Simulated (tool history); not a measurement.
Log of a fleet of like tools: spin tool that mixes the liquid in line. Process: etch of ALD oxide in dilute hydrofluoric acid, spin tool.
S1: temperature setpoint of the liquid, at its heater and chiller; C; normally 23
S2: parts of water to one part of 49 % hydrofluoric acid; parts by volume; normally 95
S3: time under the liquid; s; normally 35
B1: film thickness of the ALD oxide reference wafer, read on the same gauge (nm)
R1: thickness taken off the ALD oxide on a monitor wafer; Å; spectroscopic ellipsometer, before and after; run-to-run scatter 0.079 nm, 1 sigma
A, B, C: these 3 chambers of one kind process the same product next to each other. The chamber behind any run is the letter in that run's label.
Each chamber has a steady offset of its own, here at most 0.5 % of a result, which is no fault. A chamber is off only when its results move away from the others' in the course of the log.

run 1C day=0.612 | S1=23 S2=95 S3=35 | B1=139.95 | R1=88.399
run 2A day=1.008 | S1=23 S2=95 S3=35 | B1=140 | R1=88.507
run 3B day=1.554 | S1=23 S2=95 S3=35 | B1=140.01 | R1=88.908
run 4A day=1.842 | S1=23 S2=95 S3=35 | B1=140.02 | R1=88.73
run 5B day=2.125 | S1=23 S2=95 S3=35 | B1=139.99 | R1=88.744
run 6C day=2.454 | S1=23 S2=95 S3=35 | B1=140.02 | R1=88.154
run 7B day=2.883 | S1=23 S2=95 S3=35 | B1=140 | R1=89.323
run 8C day=3.504 | S1=23 S2=95 S3=35 | B1=139.97 | R1=88.551
run 9A day=4.017 | S1=23 S2=95 S3=35 | B1=139.99 | R1=87.697
run 10A day=4.483 | S1=23 S2=95 S3=35 | B1=140 | R1=89.767
run 11C day=5.017 | S1=23 S2=95 S3=35 | B1=139.99 | R1=88.942
run 12B day=5.342 | S1=23 S2=95 S3=35 | B1=140.08 | R1=90.898
run 13C day=5.946 | S1=23 S2=95 S3=35 | B1=139.96 | R1=89.84
run 14A day=6.488 | S1=23 S2=95 S3=35 | B1=140 | R1=87.304
run 15B day=7.079 | S1=23 S2=95 S3=35 | B1=139.99 | R1=88.321
run 16B day=7.588 | S1=23 S2=125 S3=35 | B1=139.94 | R1=64.38
run 17A day=8.05 | S1=23 S2=125 S3=35 | B1=140.04 | R1=63.481
run 18C day=8.662 | S1=23 S2=125 S3=35 | B1=139.99 | R1=65.77
run 19A day=8.983 | S1=23 S2=95 S3=35 | B1=140.02 | R1=85.375
run 20B day=9.458 | S1=23 S2=95 S3=35 | B1=139.99 | R1=88.386
-- day=9.488 chamber C: thermometer replaced
run 21C day=9.746 | S1=23 S2=95 S3=35 | B1=139.99 | R1=88.913
run 22B day=10.208 | S1=23 S2=95 S3=35 | B1=139.97 | R1=89.208
run 23A day=10.638 | S1=23 S2=95 S3=35 | B1=140.02 | R1=86.459
run 24C day=11.004 | S1=23 S2=95 S3=35 | B1=139.99 | R1=89.532
run 25A day=11.575 | S1=23 S2=95 S3=35 | B1=140.02 | R1=83.969
run 26C day=12.079 | S1=23 S2=95 S3=35 | B1=140.03 | R1=88.64
run 27B day=12.392 | S1=23 S2=95 S3=35 | B1=139.99 | R1=88.866
run 28A day=12.888 | S1=21.5 S2=95 S3=35 | B1=140.02 | R1=78.776
run 29B day=13.171 | S1=21.5 S2=95 S3=35 | B1=139.95 | R1=82.984
run 30C day=13.483 | S1=21.5 S2=95 S3=35 | B1=139.99 | R1=82.473
run 31A day=13.804 | S1=23 S2=95 S3=35 | B1=140 | R1=83.258
run 32C day=14.204 | S1=23 S2=95 S3=35 | B1=140.01 | R1=88.1
run 33B day=14.617 | S1=23 S2=95 S3=35 | B1=140 | R1=87.396
run 34B day=15.025 | S1=23 S2=95 S3=35 | B1=139.99 | R1=88.949
-- day=15.546 chamber B: hydrofluoric acid flow meter replaced
run 35A day=15.671 | S1=23 S2=95 S3=35 | B1=140.01 | R1=79.868
run 36C day=16.083 | S1=23 S2=95 S3=35 | B1=139.98 | R1=88.418
run 37C day=16.608 | S1=23 S2=95 S3=35 | B1=140.02 | R1=89.657
run 38B day=17.175 | S1=23 S2=95 S3=35 | B1=140 | R1=90.639

Is one chamber off against the others, does the gauge drift, or is nothing wrong? If a chamber is off, say which, and what the likeliest cause is.

Chamber A drifts away from the others.
What lies behind it: hydrofluoric acid flow below the setpoint (%) = 9.07.
From this log alone, it may not be told apart from: liquid colder than its thermometer reads (K).

Which of the 4 candidates below, each the usual settings with something changed and its results left as question marks, puts chamber A back in line with what the other chambers give on the usual settings?
To be in line, a result may differ from the other chambers' mean on the usual settings by at most: R1 2.8 Å
run 39A-1 day=17.642 | S1=24 S2=95 S3=35 | R1=?
run 39A-2 day=17.642 | S1=23 S2=100 S3=35 | R1=?
run 39A-3 day=17.642 | S1=26 S2=95 S3=35 | R1=?
run 39A-4 day=17.642 | S1=23 S2=105 S3=35 | R1=?

The mean the other chambers reach with the usual settings: R1 89.145 Å
run=39A-1 R1=83.412
run=39A-2 R1=75.662
run=39A-3 R1=90.167
run=39A-4 R1=71.56
The right change is 39A-3: it brings the chamber back within the allowed miss of the others.
